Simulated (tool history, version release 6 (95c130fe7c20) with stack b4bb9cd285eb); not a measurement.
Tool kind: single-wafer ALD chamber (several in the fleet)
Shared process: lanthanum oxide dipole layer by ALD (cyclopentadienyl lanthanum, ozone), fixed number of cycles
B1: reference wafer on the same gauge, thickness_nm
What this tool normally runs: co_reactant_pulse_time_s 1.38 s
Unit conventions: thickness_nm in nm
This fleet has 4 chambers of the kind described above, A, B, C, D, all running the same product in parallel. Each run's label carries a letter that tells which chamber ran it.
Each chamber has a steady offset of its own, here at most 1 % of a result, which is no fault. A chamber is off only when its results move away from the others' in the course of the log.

Run 1B, hour 13.4: usual settings; B1 0.58476. Result: thickness_nm 0.54133 nm.
Run 2C, hour 23.5: usual settings; B1 0.58466. Result: thickness_nm 0.54168 nm.
Run 3D, hour 36.0: usual settings; B1 0.58455. Result: thickness_nm 0.54248 nm.
Run 4A, hour 47.5: usual settings; B1 0.58450. Result: thickness_nm 0.54509 nm.
Run 5D, hour 57.5: usual settings; B1 0.58424. Result: thickness_nm 0.54245 nm.
Run 6C, hour 71.4: usual settings; B1 0.58417. Result: thickness_nm 0.54082 nm.
Run 7A, hour 79.2: usual settings; B1 0.58423. Result: thickness_nm 0.54259 nm.
Run 8B, hour 87.4: usual settings; B1 0.58398. Result: thickness_nm 0.54181 nm.
Run 9A, hour 98.3: usual settings; B1 0.58381. Result: thickness_nm 0.54222 nm.
Run 10B, hour 109.8: usual settings but co_reactant_pulse_time_s 1.88 s; B1 0.58363. Result: thickness_nm 0.56408 nm.
Run 11D, hour 119.2: usual settings but co_reactant_pulse_time_s 1.88 s; B1 0.58343. Result: thickness_nm 0.56472 nm.
Run 12C, hour 132.8: usual settings but co_reactant_pulse_time_s 1.88 s; B1 0.58317. Result: thickness_nm 0.56231 nm.
Run 13B, hour 140.3: usual settings but co_reactant_pulse_time_s 1.88 s; B1 0.58334. Result: thickness_nm 0.56426 nm.
At hour 152.3: chamber B: thermocouple changed; heater temperature recalibrated.
Run 14C, hour 154.4: usual settings but co_reactant_pulse_time_s 1.08 s; B1 0.58300. Result: thickness_nm 0.50962 nm.
Run 15D, hour 166.0: usual settings but co_reactant_pulse_time_s 1.08 s; B1 0.58316. Result: thickness_nm 0.51090 nm.
Run 16A, hour 174.2: usual settings but co_reactant_pulse_time_s 1.08 s; B1 0.58285. Result: thickness_nm 0.51115 nm.
Run 17A, hour 183.2: usual settings but co_reactant_pulse_time_s 1.08 s; B1 0.58279. Result: thickness_nm 0.51084 nm.
Run 18C, hour 194.3: usual settings; B1 0.58268. Result: thickness_nm 0.53912 nm.
Run 19D, hour 205.9: usual settings; B1 0.58254. Result: thickness_nm 0.54110 nm.
Run 20B, hour 219.9: usual settings; B1 0.58243. Result: thickness_nm 0.53797 nm.
Run 21D, hour 227.1: usual settings; B1 0.58234. Result: thickness_nm 0.54121 nm.
Run 22B, hour 236.8: usual settings; B1 0.58211. Result: thickness_nm 0.53904 nm.
Run 23C, hour 244.3: usual settings; B1 0.58180. Result: thickness_nm 0.53917 nm.
Run 24A, hour 253.9: usual settings; B1 0.58175. Result: thickness_nm 0.54196 nm.
Run 25A, hour 266.1: usual settings; B1 0.58189. Result: thickness_nm 0.54031 nm.
Run 26C, hour 273.3: usual settings; B1 0.58163. Result: thickness_nm 0.53934 nm.

Is one chamber out of step, is the gauge drifting, or do the chambers differ by no more than their own small offsets? For an off chamber, give its letter and the likeliest cause.

No chamber is off; the gauge reading every chamber's wafers drifts, which makes the whole fleet appear to move together.
Cause: gauge reads low (%) = 0.605.
